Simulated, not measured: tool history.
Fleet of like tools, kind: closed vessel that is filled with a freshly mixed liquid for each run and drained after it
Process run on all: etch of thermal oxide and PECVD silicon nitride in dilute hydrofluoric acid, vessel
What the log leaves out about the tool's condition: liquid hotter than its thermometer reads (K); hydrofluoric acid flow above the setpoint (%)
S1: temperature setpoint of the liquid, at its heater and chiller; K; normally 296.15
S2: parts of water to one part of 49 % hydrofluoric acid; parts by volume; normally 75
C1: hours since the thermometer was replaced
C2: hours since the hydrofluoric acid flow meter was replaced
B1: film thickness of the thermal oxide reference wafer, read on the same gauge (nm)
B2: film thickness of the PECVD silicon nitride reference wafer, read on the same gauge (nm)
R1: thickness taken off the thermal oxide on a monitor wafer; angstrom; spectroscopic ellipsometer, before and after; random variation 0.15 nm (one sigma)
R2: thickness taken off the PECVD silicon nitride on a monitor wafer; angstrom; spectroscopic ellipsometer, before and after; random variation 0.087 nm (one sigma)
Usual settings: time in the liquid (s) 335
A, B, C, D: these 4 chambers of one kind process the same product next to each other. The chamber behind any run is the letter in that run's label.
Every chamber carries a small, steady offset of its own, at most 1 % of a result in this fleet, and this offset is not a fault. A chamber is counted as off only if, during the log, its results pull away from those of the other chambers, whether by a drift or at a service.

{"run": "1C", "hour": 9.3, "S1": 296.15, "S2": 75, "time in the liquid (s)": 335, "C1": 778.5, "C2": 21.4, "B1": 140.01, "B2": 40.007, "R1": 225.46, "R2": 152.72}
{"run": "2B", "hour": 19.8, "S1": 296.15, "S2": 75, "time in the liquid (s)": 335, "C1": 492.8, "C2": 718.4, "B1": 140.01, "B2": 40.066, "R1": 225.31, "R2": 154.73}
{"run": "3A", "hour": 27.9, "S1": 296.15, "S2": 75, "time in the liquid (s)": 335, "C1": 1153.3, "C2": 58.5, "B1": 140.03, "B2": 39.946, "R1": 226.53, "R2": 154.21}
{"run": "4D", "hour": 37.7, "S1": 296.15, "S2": 75, "time in the liquid (s)": 335, "C1": 416.3, "C2": 783.4, "B1": 140.02, "B2": 40.035, "R1": 226.45, "R2": 156.14}
{"run": "5A", "hour": 43.7, "S1": 296.15, "S2": 75, "time in the liquid (s)": 335, "C1": 1169.1, "C2": 74.3, "B1": 139.98, "B2": 39.984, "R1": 226.67, "R2": 153.42}
{"run": "6B", "hour": 54.5, "S1": 296.15, "S2": 75, "time in the liquid (s)": 335, "C1": 527.5, "C2": 753.1, "B1": 139.99, "B2": 40.031, "R1": 228.81, "R2": 154.82}
{"run": "7D", "hour": 60.8, "S1": 296.15, "S2": 75, "time in the liquid (s)": 335, "C1": 439.4, "C2": 806.5, "B1": 140.03, "B2": 39.997, "R1": 228.87, "R2": 156.2}
{"run": "8C", "hour": 67.3, "S1": 296.15, "S2": 75, "time in the liquid (s)": 335, "C1": 836.5, "C2": 79.4, "B1": 139.99, "B2": 40.01, "R1": 224.94, "R2": 153.08}
{"hour": 71.0, "done": "chamber B: thermometer replaced"}
{"run": "9A", "hour": 75.6, "S1": 296.15, "S2": 75, "time in the liquid (s)": 335, "C1": 1201.0, "C2": 106.2, "B1": 139.98, "B2": 40.037, "R1": 224.82, "R2": 153.27}
{"run": "10D", "hour": 84.5, "S1": 296.15, "S2": 75, "time in the liquid (s)": 335, "C1": 463.1, "C2": 830.2, "B1": 139.99, "B2": 40.012, "R1": 225.15, "R2": 155.73}
{"run": "11B", "hour": 93.6, "S1": 296.15, "S2": 75, "time in the liquid (s)": 335, "C1": 22.6, "C2": 792.2, "B1": 140.03, "B2": 39.974, "R1": 230.43, "R2": 154.53}
{"hour": 102.6, "done": "chamber B: hydrofluoric acid flow meter replaced"}
{"run": "12C", "hour": 103.4, "S1": 296.15, "S2": 75, "time in the liquid (s)": 335, "C1": 872.6, "C2": 115.5, "B1": 139.99, "B2": 39.973, "R1": 225.95, "R2": 153.44}
{"run": "13D", "hour": 113.5, "S1": 296.15, "S2": 75, "time in the liquid (s)": 335, "C1": 492.1, "C2": 859.2, "B1": 140.0, "B2": 40.006, "R1": 225.35, "R2": 154.44}
{"run": "14A", "hour": 123.1, "S1": 296.15, "S2": 75, "time in the liquid (s)": 335, "C1": 1248.5, "C2": 153.7, "B1": 140.0, "B2": 40.014, "R1": 226.17, "R2": 152.31}
{"run": "15C", "hour": 132.5, "S1": 296.15, "S2": 75, "time in the liquid (s)": 335, "C1": 901.7, "C2": 144.6, "B1": 140.05, "B2": 40.027, "R1": 222.57, "R2": 153.59}
{"run": "16B", "hour": 137.6, "S1": 292.15, "S2": 75, "time in the liquid (s)": 480, "C1": 66.6, "C2": 35.1, "B1": 140.01, "B2": 39.964, "R1": 273.81, "R2": 169.25}
{"run": "17D", "hour": 144.4, "S1": 292.15, "S2": 75, "time in the liquid (s)": 480, "C1": 523.0, "C2": 890.1, "B1": 140.0, "B2": 40.009, "R1": 277.64, "R2": 168.97}
{"run": "18A", "hour": 152.8, "S1": 292.15, "S2": 75, "time in the liquid (s)": 480, "C1": 1278.2, "C2": 183.4, "B1": 140.02, "B2": 40.016, "R1": 271.65, "R2": 167.26}
{"run": "19B", "hour": 161.2, "S1": 292.15, "S2": 75, "time in the liquid (s)": 480, "C1": 90.2, "C2": 58.7, "B1": 139.98, "B2": 40.027, "R1": 274.91, "R2": 169.08}
{"run": "20C", "hour": 167.6, "S1": 296.15, "S2": 75, "time in the liquid (s)": 335, "C1": 936.8, "C2": 179.7, "B1": 139.97, "B2": 39.989, "R1": 223.63, "R2": 152.66}
{"run": "21C", "hour": 174.9, "S1": 296.15, "S2": 75, "time in the liquid (s)": 335, "C1": 944.1, "C2": 187.0, "B1": 139.97, "B2": 40.0, "R1": 225.83, "R2": 153.29}
{"run": "22D", "hour": 181.9, "S1": 296.15, "S2": 75, "time in the liquid (s)": 335, "C1": 560.5, "C2": 927.6, "B1": 140.01, "B2": 40.028, "R1": 223.69, "R2": 155.74}
{"run": "23B", "hour": 193.0, "S1": 296.15, "S2": 75, "time in the liquid (s)": 335, "C1": 122.0, "C2": 90.5, "B1": 140.02, "B2": 39.987, "R1": 223.98, "R2": 154.13}
{"run": "24A", "hour": 201.9, "S1": 296.15, "S2": 75, "time in the liquid (s)": 335, "C1": 1327.3, "C2": 232.5, "B1": 139.96, "B2": 39.967, "R1": 228.39, "R2": 153.53}
{"hour": 202.5, "done": "chamber D: thermometer replaced"}
{"run": "25D", "hour": 210.0, "S1": 296.15, "S2": 65, "time in the liquid (s)": 335, "C1": 7.5, "C2": 955.7, "B1": 139.97, "B2": 40.015, "R1": 262.63, "R2": 179.01}
{"run": "26B", "hour": 217.5, "S1": 296.15, "S2": 65, "time in the liquid (s)": 335, "C1": 146.5, "C2": 115.0, "B1": 139.97, "B2": 39.98, "R1": 267.45, "R2": 177.25}
{"run": "27A", "hour": 225.9, "S1": 296.15, "S2": 65, "time in the liquid (s)": 335, "C1": 1351.3, "C2": 256.5, "B1": 139.99, "B2": 39.983, "R1": 265.58, "R2": 175.43}

The same settings go to every chamber for the next run, one line per chamber below. Forecast the results for each:
{"run": "28A", "hour": 234.1, "S1": 296.15, "S2": 75, "time in the liquid (s)": 335, "R1": "?", "R2": "?"}
{"run": "28B", "hour": 234.1, "S1": 296.15, "S2": 75, "time in the liquid (s)": 335, "R1": "?", "R2": "?"}
{"run": "28C", "hour": 234.1, "S1": 296.15, "S2": 75, "time in the liquid (s)": 335, "R1": "?", "R2": "?"}
{"run": "28D", "hour": 234.1, "S1": 296.15, "S2": 75, "time in the liquid (s)": 335, "R1": "?", "R2": "?"}

run=28A R1=226.40 R2=154.36
run=28B R1=225.21 R2=154.00
run=28C R1=225.29 R2=151.65
run=28D R1=226.59 R2=155.29

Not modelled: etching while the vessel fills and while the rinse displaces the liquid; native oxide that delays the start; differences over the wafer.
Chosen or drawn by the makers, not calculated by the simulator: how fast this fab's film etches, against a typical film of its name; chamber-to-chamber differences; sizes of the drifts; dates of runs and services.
